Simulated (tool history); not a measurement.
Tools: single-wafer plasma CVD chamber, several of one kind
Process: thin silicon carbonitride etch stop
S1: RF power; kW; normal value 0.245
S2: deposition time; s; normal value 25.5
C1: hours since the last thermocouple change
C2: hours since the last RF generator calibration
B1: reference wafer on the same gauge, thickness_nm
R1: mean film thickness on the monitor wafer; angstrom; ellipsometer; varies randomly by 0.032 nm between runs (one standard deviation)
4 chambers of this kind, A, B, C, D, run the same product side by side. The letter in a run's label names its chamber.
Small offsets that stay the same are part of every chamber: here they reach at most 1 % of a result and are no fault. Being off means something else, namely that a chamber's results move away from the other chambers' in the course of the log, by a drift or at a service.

| run | hour | S1 | S2 | C1 | C2 | B1 | R1 |
|---|---|---|---|---|---|---|---|
| 1B | 6.2 | 0.245 | 25.5 | 420.6 | 39.0 | 17.404 | 155.59 |
| 2D | 9.6 | 0.245 | 25.5 | 1208.9 | 641.5 | 17.400 | 154.91 |
| 3A | 12.6 | 0.245 | 25.5 | 621.9 | 869.9 | 17.410 | 155.63 |
| 4C | 17.2 | 0.245 | 25.5 | 1529.8 | 1020.7 | 17.399 | 155.20 |
| 5D | 21.3 | 0.245 | 25.5 | 1220.6 | 653.2 | 17.406 | 155.47 |
| 6B | 26.6 | 0.245 | 25.5 | 441.0 | 59.4 | 17.398 | 155.63 |
| 7A | 29.3 | 0.245 | 25.5 | 638.6 | 886.6 | 17.404 | 155.27 |
| 8C | 34.7 | 0.245 | 25.5 | 1547.3 | 1038.2 | 17.402 | 154.86 |
| 9A | 38.3 | 0.245 | 25.5 | 647.6 | 895.6 | 17.408 | 155.55 |
| 10B | 41.5 | 0.245 | 25.5 | 455.9 | 74.3 | 17.400 | 155.12 |
| 11D | 46.3 | 0.245 | 25.5 | 1245.6 | 678.2 | 17.395 | 154.80 |
| 12C | 49.1 | 0.205 | 27.9 | 1561.7 | 1052.6 | 17.398 | 160.62 |
| 13C | 52.5 | 0.205 | 27.9 | 1565.1 | 1056.0 | 17.402 | 160.87 |
| 14A | 58.6 | 0.205 | 27.9 | 667.9 | 915.9 | 17.396 | 161.79 |
| 15B | 64.6 | 0.205 | 27.9 | 479.0 | 97.4 | 17.409 | 160.97 |
| 16D | 70.8 | 0.245 | 25.5 | 1270.1 | 702.7 | 17.408 | 155.44 |
| 17B | 74.0 | 0.245 | 25.5 | 488.4 | 106.8 | 17.398 | 155.67 |
| 18D | 78.1 | 0.230 | 25.5 | 1277.4 | 710.0 | 17.403 | 152.45 |
| 19C | 84.3 | 0.230 | 25.5 | 1596.9 | 1087.8 | 17.394 | 152.63 |
| 20A | 89.3 | 0.230 | 25.5 | 698.6 | 946.6 | 17.397 | 152.76 |
| 21C | 92.7 | 0.230 | 25.5 | 1605.3 | 1096.2 | 17.405 | 151.88 |
| 22B | 97.2 | 0.245 | 25.5 | 511.6 | 130.0 | 17.405 | 155.40 |
| 23D | 103.4 | 0.245 | 25.5 | 1302.7 | 735.3 | 17.399 | 155.07 |
| 24A | 109.7 | 0.245 | 25.5 | 719.0 | 967.0 | 17.397 | 155.30 |
| 25D | 114.7 | 0.245 | 25.5 | 1314.0 | 746.6 | 17.394 | 154.94 |
| 26C | 120.2 | 0.245 | 25.5 | 1632.8 | 1123.7 | 17.400 | 155.40 |
| 27B | 125.1 | 0.245 | 25.5 | 539.5 | 157.9 | 17.398 | 155.93 |
| 28A | 131.2 | 0.245 | 25.5 | 740.5 | 988.5 | 17.398 | 155.93 |
| 29D | 136.1 | 0.275 | 21.0 | 1335.4 | 768.0 | 17.387 | 131.96 |
|  | 138.1 | chamber C: RF generator calibrated |
| 30B | 139.4 | 0.275 | 21.0 | 553.8 | 172.2 | 17.398 | 132.28 |
| 31C | 144.8 | 0.275 | 21.0 | 1657.4 | 6.7 | 17.404 | 132.67 |
| 32A | 148.9 | 0.275 | 21.0 | 758.2 | 1006.2 | 17.396 | 132.80 |
| 33D | 154.4 | 0.245 | 22.0 | 1353.7 | 786.3 | 17.391 | 133.57 |
| 34B | 160.7 | 0.245 | 22.0 | 575.1 | 193.5 | 17.402 | 134.18 |
| 35C | 164.9 | 0.245 | 22.0 | 1677.5 | 26.8 | 17.405 | 133.61 |
| 36A | 169.1 | 0.245 | 22.0 | 778.4 | 1026.4 | 17.397 | 134.06 |

The same settings go to every chamber for the next run, one line per chamber below. Forecast the results for each:
| 37A | 173.6 | 0.245 | 28.1 |  |  |  | ? |
| 37B | 173.6 | 0.245 | 28.1 |  |  |  | ? |
| 37C | 173.6 | 0.245 | 28.1 |  |  |  | ? |
| 37D | 173.6 | 0.245 | 28.1 |  |  |  | ? |

| run | R1 |
|---|---|
| 37A | 171.26 |
| 37B | 171.44 |
| 37C | 170.91 |
| 37D | 170.60 |
